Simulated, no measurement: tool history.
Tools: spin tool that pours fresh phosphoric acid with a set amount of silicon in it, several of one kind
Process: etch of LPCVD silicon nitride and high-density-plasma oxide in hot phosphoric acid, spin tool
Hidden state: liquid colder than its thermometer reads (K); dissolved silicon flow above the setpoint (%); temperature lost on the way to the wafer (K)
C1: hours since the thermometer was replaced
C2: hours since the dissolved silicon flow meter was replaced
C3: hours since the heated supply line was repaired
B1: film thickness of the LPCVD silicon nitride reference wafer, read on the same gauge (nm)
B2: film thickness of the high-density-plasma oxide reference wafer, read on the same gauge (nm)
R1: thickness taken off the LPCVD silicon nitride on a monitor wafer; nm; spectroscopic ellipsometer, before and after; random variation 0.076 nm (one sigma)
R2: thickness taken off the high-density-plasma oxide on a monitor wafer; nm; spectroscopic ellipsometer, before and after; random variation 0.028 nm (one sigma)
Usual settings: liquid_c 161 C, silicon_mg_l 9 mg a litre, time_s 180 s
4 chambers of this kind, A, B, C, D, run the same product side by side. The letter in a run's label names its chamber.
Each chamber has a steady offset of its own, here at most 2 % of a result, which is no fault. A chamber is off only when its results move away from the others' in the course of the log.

Run 1D, hour 9.5: usual settings; C1 879.4; C2 1873.1; C3 1589.6; B1 120; B2 139.99. Result: R1 15.617 nm, R2 0.86444 nm.
Run 2A, hour 14.7: usual settings; C1 347.1; C2 578.4; C3 104.1; B1 120.06; B2 140. Result: R1 15.549 nm, R2 0.82047 nm.
Run 3C, hour 22.9: usual settings; C1 742.3; C2 207.8; C3 1005.9; B1 120.04; B2 139.99. Result: R1 15.598 nm, R2 0.86571 nm.
Run 4B, hour 31.1: usual settings; C1 677.3; C2 376.3; C3 1316.8; B1 120; B2 139.97. Result: R1 15.37 nm, R2 0.84253 nm.
Run 5B, hour 38.1: usual settings but liquid_c 159 C; C1 684.3; C2 383.3; C3 1323.8; B1 119.97; B2 140.01. Result: R1 14.344 nm, R2 0.76471 nm.
Run 6C, hour 46.7: usual settings but liquid_c 159 C; C1 766.1; C2 231.6; C3 1029.7; B1 120; B2 140.03. Result: R1 14.47 nm, R2 0.78134 nm.
Run 7A, hour 57.8: usual settings but liquid_c 159 C; C1 390.2; C2 621.5; C3 147.2; B1 120.02; B2 140.02. Result: R1 14.604 nm, R2 0.74292 nm.
Run 8D, hour 67.4: usual settings but liquid_c 159 C; C1 937.3; C2 1931; C3 1647.5; B1 120; B2 140. Result: R1 14.57 nm, R2 0.71465 nm.
Run 9B, hour 76.6: usual settings; C1 722.8; C2 421.8; C3 1362.3; B1 119.97; B2 139.97. Result: R1 15.484 nm, R2 0.88163 nm.
Run 10A, hour 82.4: usual settings but liquid_c 159 C, time_s 245 s; C1 414.8; C2 646.1; C3 171.8; B1 120.02; B2 140. Result: R1 19.715 nm, R2 0.98381 nm.
Run 11D, hour 92.1: usual settings but liquid_c 159 C, time_s 245 s; C1 962; C2 1955.7; C3 1672.2; B1 120; B2 139.99. Result: R1 19.702 nm, R2 0.97043 nm.
Run 12C, hour 98.6: usual settings but liquid_c 159 C, time_s 245 s; C1 818; C2 283.5; C3 1081.6; B1 120; B2 140.01. Result: R1 19.753 nm, R2 1.0198 nm.
Run 13C, hour 103.7: usual settings but liquid_c 159 C, time_s 245 s; C1 823.1; C2 288.6; C3 1086.7; B1 120.02; B2 139.98. Result: R1 19.781 nm, R2 1.0306 nm.
Run 14B, hour 109.2: usual settings; C1 755.4; C2 454.4; C3 1394.9; B1 119.96; B2 140.02. Result: R1 15.491 nm, R2 0.82594 nm.
Run 15A, hour 119.1: usual settings; C1 451.5; C2 682.8; C3 208.5; B1 120.01; B2 140.05. Result: R1 15.493 nm, R2 0.78956 nm.
Run 16D, hour 130: usual settings; C1 999.9; C2 1993.6; C3 1710.1; B1 119.99; B2 139.98. Result: R1 15.721 nm, R2 0.8733 nm.
Run 17C, hour 136.5: usual settings; C1 855.9; C2 321.4; C3 1119.5; B1 120.02; B2 140.03. Result: R1 15.601 nm, R2 0.85993 nm.
Run 18D, hour 143: usual settings; C1 1012.9; C2 2006.6; C3 1723.1; B1 119.97; B2 140.03. Result: R1 15.679 nm, R2 0.87509 nm.
Run 19B, hour 153.1: usual settings; C1 799.3; C2 498.3; C3 1438.8; B1 120.01; B2 139.99. Result: R1 15.467 nm, R2 0.88495 nm.
Run 20A, hour 159.1: usual settings; C1 491.5; C2 722.8; C3 248.5; B1 120.01; B2 140. Result: R1 15.525 nm, R2 0.84609 nm.
Run 21B, hour 167.7: usual settings; C1 813.9; C2 512.9; C3 1453.4; B1 120; B2 140.03. Result: R1 15.584 nm, R2 0.81819 nm.
Run 22A, hour 174.2: usual settings; C1 506.6; C2 737.9; C3 263.6; B1 120.01; B2 140.01. Result: R1 15.491 nm, R2 0.88312 nm.
Run 23C, hour 179.8: usual settings but liquid_c 158 C; C1 899.2; C2 364.7; C3 1162.8; B1 119.97; B2 140.01. Result: R1 13.848 nm, R2 0.67295 nm.
At hour 181.1: chamber A: dissolved silicon flow meter replaced.
Run 24D, hour 189.4: usual settings but liquid_c 158 C; C1 1059.3; C2 2053; C3 1769.5; B1 120.02; B2 139.99. Result: R1 13.955 nm, R2 0.65997 nm.
Run 25A, hour 197.9: usual settings but liquid_c 158 C; C1 530.3; C2 16.8; C3 287.3; B1 119.96; B2 140. Result: R1 14.049 nm, R2 0.69921 nm.
Run 26B, hour 206.4: usual settings but liquid_c 158 C; C1 852.6; C2 551.6; C3 1492.1; B1 120.01; B2 140.02. Result: R1 13.98 nm, R2 0.6593 nm.
Run 27D, hour 217.5: usual settings; C1 1087.4; C2 2081.1; C3 1797.6; B1 120.01; B2 140. Result: R1 15.585 nm, R2 0.85483 nm.
Run 28C, hour 227: usual settings; C1 946.4; C2 411.9; C3 1210; B1 120.01; B2 139.98. Result: R1 15.156 nm, R2 0.82154 nm.
Run 29C, hour 235.1: usual settings; C1 954.5; C2 420; C3 1218.1; B1 119.98; B2 139.96. Result: R1 15.148 nm, R2 0.81664 nm.
Run 30A, hour 244.2: usual settings but liquid_c 158.5 C, time_s 250 s; C1 576.6; C2 63.1; C3 333.6; B1 120.01; B2 139.96. Result: R1 19.597 nm, R2 1.0031 nm.
Run 31D, hour 253.7: usual settings but liquid_c 158.5 C, time_s 250 s; C1 1123.6; C2 2117.3; C3 1833.8; B1 119.95; B2 140.03. Result: R1 19.846 nm, R2 0.98574 nm.
Run 32B, hour 263: usual settings but liquid_c 158.5 C, time_s 250 s; C1 909.2; C2 608.2; C3 1548.7; B1 119.95; B2 140.02. Result: R1 19.698 nm, R2 0.91552 nm.
Run 33B, hour 272.7: usual settings but liquid_c 158.5 C, time_s 250 s; C1 918.9; C2 617.9; C3 1558.4; B1 119.99; B2 139.99. Result: R1 19.766 nm, R2 0.96505 nm.
Run 34A, hour 283.7: usual settings; C1 616.1; C2 102.6; C3 373.1; B1 119.98; B2 140.03. Result: R1 15.49 nm, R2 0.85639 nm.
Run 35D, hour 292.5: usual settings; C1 1162.4; C2 2156.1; C3 1872.6; B1 119.97; B2 140. Result: R1 15.526 nm, R2 0.88612 nm.
Run 36C, hour 299.3: usual settings; C1 1018.7; C2 484.2; C3 1282.3; B1 120; B2 139.97. Result: R1 14.902 nm, R2 0.79037 nm.

All 4 chambers run these settings next. Forecast each chamber's results:
Run 37A, hour 307.7: usual settings. Result: R1 ?, R2 ?.
Run 37B, hour 307.7: usual settings. Result: R1 ?, R2 ?.
Run 37C, hour 307.7: usual settings. Result: R1 ?, R2 ?.
Run 37D, hour 307.7: usual settings. Result: R1 ?, R2 ?.

run      R1       R2
37A  15.534  0.80964
37B   15.45  0.83631
37C  14.724  0.73009
37D  15.689  0.84541
